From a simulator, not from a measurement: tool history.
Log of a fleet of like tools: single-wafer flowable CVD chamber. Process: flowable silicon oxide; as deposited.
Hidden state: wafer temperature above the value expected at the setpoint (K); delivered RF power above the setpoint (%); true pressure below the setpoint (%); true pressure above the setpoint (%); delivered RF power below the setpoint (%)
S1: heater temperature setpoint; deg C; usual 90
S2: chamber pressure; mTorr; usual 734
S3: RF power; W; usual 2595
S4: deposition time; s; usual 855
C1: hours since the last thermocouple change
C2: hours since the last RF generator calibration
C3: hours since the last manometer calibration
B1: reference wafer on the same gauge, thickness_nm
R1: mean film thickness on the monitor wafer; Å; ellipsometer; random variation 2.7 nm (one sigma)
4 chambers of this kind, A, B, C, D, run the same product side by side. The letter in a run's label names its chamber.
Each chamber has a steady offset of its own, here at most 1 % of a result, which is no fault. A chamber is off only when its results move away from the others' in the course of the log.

run 1C hour=3.1 | S1=90 S2=734 S3=2595 S4=855 | C1=544.8 C2=1418.5 C3=25.3 | B1=709.98 | R1=6762.8
-- hour=3.8 chamber C: RF generator calibrated
run 2B hour=8.1 | S1=90 S2=734 S3=2595 S4=855 | C1=1330.8 C2=145.3 C3=330.1 | B1=709.19 | R1=6662
run 3D hour=12.3 | S1=90 S2=734 S3=2595 S4=855 | C1=347.5 C2=1099.4 C3=1276.4 | B1=710.21 | R1=6656.7
run 4A hour=15.1 | S1=90 S2=734 S3=2595 S4=855 | C1=336.2 C2=1585.8 C3=2984.9 | B1=710.1 | R1=6728
run 5A hour=17.4 | S1=90 S2=881 S3=2595 S4=736 | C1=338.5 C2=1588.1 C3=2987.2 | B1=710.1 | R1=7364.7
run 6C hour=20.5 | S1=90 S2=881 S3=2595 S4=736 | C1=562.2 C2=16.7 C3=42.7 | B1=709.95 | R1=7494.2
run 7B hour=24.8 | S1=90 S2=881 S3=2595 S4=736 | C1=1347.5 C2=162 C3=346.8 | B1=709.92 | R1=7293.1
run 8D hour=28.8 | S1=90 S2=881 S3=2595 S4=736 | C1=364 C2=1115.9 C3=1292.9 | B1=710.49 | R1=7302
run 9A hour=33.9 | S1=90 S2=734 S3=2595 S4=855 | C1=355 C2=1604.6 C3=3003.7 | B1=709.57 | R1=6768.3
run 10C hour=36.6 | S1=90 S2=734 S3=2595 S4=855 | C1=578.3 C2=32.8 C3=58.8 | B1=709.74 | R1=6824
-- hour=40.4 chamber A: capacitance manometer re-zeroed and calibrated
run 11D hour=41.4 | S1=78 S2=734 S3=2595 S4=781 | C1=376.6 C2=1128.5 C3=1305.5 | B1=710 | R1=8655.4
run 12B hour=43.7 | S1=78 S2=734 S3=2595 S4=781 | C1=1366.4 C2=180.9 C3=365.7 | B1=709.72 | R1=8699.7
run 13C hour=48.3 | S1=78 S2=734 S3=2595 S4=781 | C1=590 C2=44.5 C3=70.5 | B1=710.15 | R1=8890.6
run 14D hour=53.3 | S1=78 S2=734 S3=2595 S4=781 | C1=388.5 C2=1140.4 C3=1317.4 | B1=710.17 | R1=8689.1
run 15A hour=56.9 | S1=90 S2=734 S3=2595 S4=855 | C1=378 C2=1627.6 C3=16.6 | B1=709.97 | R1=6429.9
run 16B hour=60.3 | S1=90 S2=734 S3=2995 S4=855 | C1=1383 C2=197.5 C3=382.3 | B1=710.17 | R1=6791.2
run 17C hour=62.8 | S1=90 S2=734 S3=2995 S4=855 | C1=604.5 C2=59 C3=85 | B1=710.67 | R1=6894.3
run 18A hour=66.7 | S1=90 S2=734 S3=2995 S4=855 | C1=387.8 C2=1637.4 C3=26.4 | B1=710.08 | R1=6516.3
run 19D hour=69.9 | S1=90 S2=734 S3=2995 S4=855 | C1=405.1 C2=1157 C3=1334 | B1=710.3 | R1=6793.6
run 20B hour=72.8 | S1=90 S2=734 S3=2595 S4=855 | C1=1395.5 C2=210 C3=394.8 | B1=710.52 | R1=6672
run 21D hour=76.8 | S1=90 S2=734 S3=2595 S4=855 | C1=412 C2=1163.9 C3=1340.9 | B1=710.02 | R1=6710.9
run 22A hour=80.2 | S1=90 S2=734 S3=2595 S4=855 | C1=401.3 C2=1650.9 C3=39.9 | B1=709.3 | R1=6404
run 23C hour=82.6 | S1=90 S2=734 S3=2595 S4=855 | C1=624.3 C2=78.8 C3=104.8 | B1=710.04 | R1=6811.8
run 24B hour=87.3 | S1=90 S2=734 S3=2595 S4=855 | C1=1410 C2=224.5 C3=409.3 | B1=710.34 | R1=6722.1
run 25B hour=91.1 | S1=90 S2=734 S3=2595 S4=694 | C1=1413.8 C2=228.3 C3=413.1 | B1=710.17 | R1=5470
run 26C hour=94.2 | S1=90 S2=734 S3=2595 S4=694 | C1=635.9 C2=90.4 C3=116.4 | B1=709.46 | R1=5562.6
run 27D hour=98.6 | S1=90 S2=734 S3=2595 S4=694 | C1=433.8 C2=1185.7 C3=1362.7 | B1=710.35 | R1=5399.1

Next, every chamber runs the same settings. What will each give?
run 28A hour=102.3 | S1=90 S2=734 S3=2595 S4=855 | R1=?
run 28B hour=102.3 | S1=90 S2=734 S3=2595 S4=855 | R1=?
run 28C hour=102.3 | S1=90 S2=734 S3=2595 S4=855 | R1=?
run 28D hour=102.3 | S1=90 S2=734 S3=2595 S4=855 | R1=?

run=28A R1=6404.5
run=28B R1=6680.8
run=28C R1=6772.7
run=28D R1=6704.1
